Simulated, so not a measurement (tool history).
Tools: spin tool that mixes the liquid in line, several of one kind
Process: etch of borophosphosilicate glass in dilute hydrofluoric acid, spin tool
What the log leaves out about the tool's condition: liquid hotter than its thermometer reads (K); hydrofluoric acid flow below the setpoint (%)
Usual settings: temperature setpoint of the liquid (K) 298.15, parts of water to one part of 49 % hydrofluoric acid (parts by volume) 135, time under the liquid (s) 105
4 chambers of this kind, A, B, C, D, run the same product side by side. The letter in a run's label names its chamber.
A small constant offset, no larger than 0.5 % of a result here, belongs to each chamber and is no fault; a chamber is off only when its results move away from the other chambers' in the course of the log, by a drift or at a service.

run    day  temperature setpoint of the liquid (K)  parts of water to one part of 49 % hydrofluoric acid (parts by volume)  time under the liquid (s)  hours since the thermometer was replaced  hours since the hydrofluoric acid flow meter was replaced  read-back film thickness of the borophosphosilicate glass reference wafer, read on the same gauge (nm)  thickness taken off the borophosphosilicate glass on a monitor wafer (angstrom)
 1D  0.396                                  298.15                                                                     135                        105                                    1633.0                                                      275.2                                                                                                  80.007                                                                           253.83
 2B  0.600                                  298.15                                                                     135                        105                                    1561.3                                                      562.3                                                                                                  80.036                                                                           254.93
 3C  1.008                                  298.15                                                                     135                        105                                    1130.0                                                       51.1                                                                                                  79.963                                                                           253.32
 4A  1.392                                  298.15                                                                     135                        105                                     453.8                                                      320.0                                                                                                  80.012                                                                           254.84
 5B  1.596                                  298.15                                                                     135                        105                                    1585.2                                                      586.2                                                                                                  80.001                                                                           252.43
 6A  1.917                                  298.15                                                                     135                        105                                     466.4                                                      332.6                                                                                                  80.024                                                                           254.05
 7C  2.283                                  298.15                                                                     135                        105                                    1160.6                                                       81.7                                                                                                  79.987                                                                           247.90
 8D  2.638                                  302.15                                                                     135                         85                                    1686.8                                                      329.0                                                                                                  80.007                                                                           232.29
 9C  2.896                                  302.15                                                                     135                         85                                    1175.3                                                       96.4                                                                                                  79.981                                                                           235.21
10A  3.317                                  302.15                                                                     135                         85                                     500.0                                                      366.2                                                                                                  79.953                                                                           238.05
11B  3.579                                  302.15                                                                     135                         85                                    1632.8                                                      633.8                                                                                                  79.977                                                                           239.16
12D  4.017                                  298.15                                                                     135                        105                                    1719.9                                                      362.1                                                                                                  80.013                                                                           245.49
13A  4.246                                  298.15                                                                     135                        105                                     522.3                                                      388.5                                                                                                  79.992                                                                           253.38
14B  4.438                                  298.15                                                                     135                        105                                    1653.4                                                      654.4                                                                                                  80.011                                                                           249.58
15C  4.800                                  298.15                                                                     135                        105                                    1221.0                                                      142.1                                                                                                  80.021                                                                           251.42
16D  5.104                                  298.15                                                                     135                        105                                    1746.0                                                      388.2                                                                                                  79.988                                                                           243.07
17B  5.533                                  298.15                                                                     135                        105                                    1679.7                                                      680.7                                                                                                  80.000                                                                           252.68
18A  5.804                                  294.15                                                                     135                        105                                     559.7                                                      425.9                                                                                                  79.971                                                                           218.40
19D  6.221                                  294.15                                                                     135                        105                                    1772.8                                                      415.0                                                                                                  80.018                                                                           205.61
20C  6.542                                  294.15                                                                     135                        105                                    1262.8                                                      183.9                                                                                                  79.997                                                                           214.66
21A  6.771                                  294.15                                                                     135                        105                                     582.9                                                      449.1                                                                                                  80.011                                                                           217.53
22D  7.000                                  298.15                                                                     135                        105                                    1791.5                                                      433.7                                                                                                  80.011                                                                           237.53
23C  7.258                                  298.15                                                                     135                        105                                    1280.0                                                      201.1                                                                                                  80.019                                                                           251.36
24B  7.554                                  293.65                                                                     135                        125                                    1728.2                                                      729.2                                                                                                  80.002                                                                           249.77
     7.625  -- chamber A: thermometer replaced
25C  7.812                                  293.65                                                                     135                        125                                    1293.3                                                      214.4                                                                                                  79.964                                                                           248.26
26A  8.050                                  293.65                                                                     135                        125                                      10.2                                                      479.8                                                                                                  79.987                                                                           253.45
27D  8.279                                  293.65                                                                     135                        125                                    1822.2                                                      464.4                                                                                                  79.995                                                                           234.51

Is one chamber out of step, is the gauge drifting, or do the chambers differ by no more than their own small offsets? For an off chamber, give its letter and the likeliest cause.

Chamber D drifts away from the others.
Cause: hydrofluoric acid flow below the setpoint (%) = 5.86.
With only this log, it may be confused with: liquid colder than its thermometer reads (K).

Which of the 4 candidates below, each the usual settings with something changed and its results left as question marks, puts chamber D back in line with what the other chambers give on the usual settings?
Allowed miss from the other chambers' usual-settings mean, per result, to count as in line: thickness taken off the borophosphosilicate glass on a monitor wafer (angstrom) 5.40
28D-1  8.596                                  300.15                                                                     135                        105                                                                                                                                                                                                                                                                                             ?
28D-2  8.596                                  298.65                                                                     135                        105                                                                                                                                                                                                                                                                                             ?
28D-3  8.596                                  297.65                                                                     135                        105                                                                                                                                                                                                                                                                                             ?
28D-4  8.596                                  296.15                                                                     135                        105                                                                                                                                                                                                                                                                                             ?

The other chambers' mean on the usual settings: thickness taken off the borophosphosilicate glass on a monitor wafer (angstrom) 252.22
  run  thickness taken off the borophosphosilicate glass on a monitor wafer (angstrom)
28D-1                                                                           253.05
28D-2                                                                           239.28
28D-3                                                                           230.35
28D-4                                                                           217.51
28D-1 puts the chamber back in line with the other chambers.
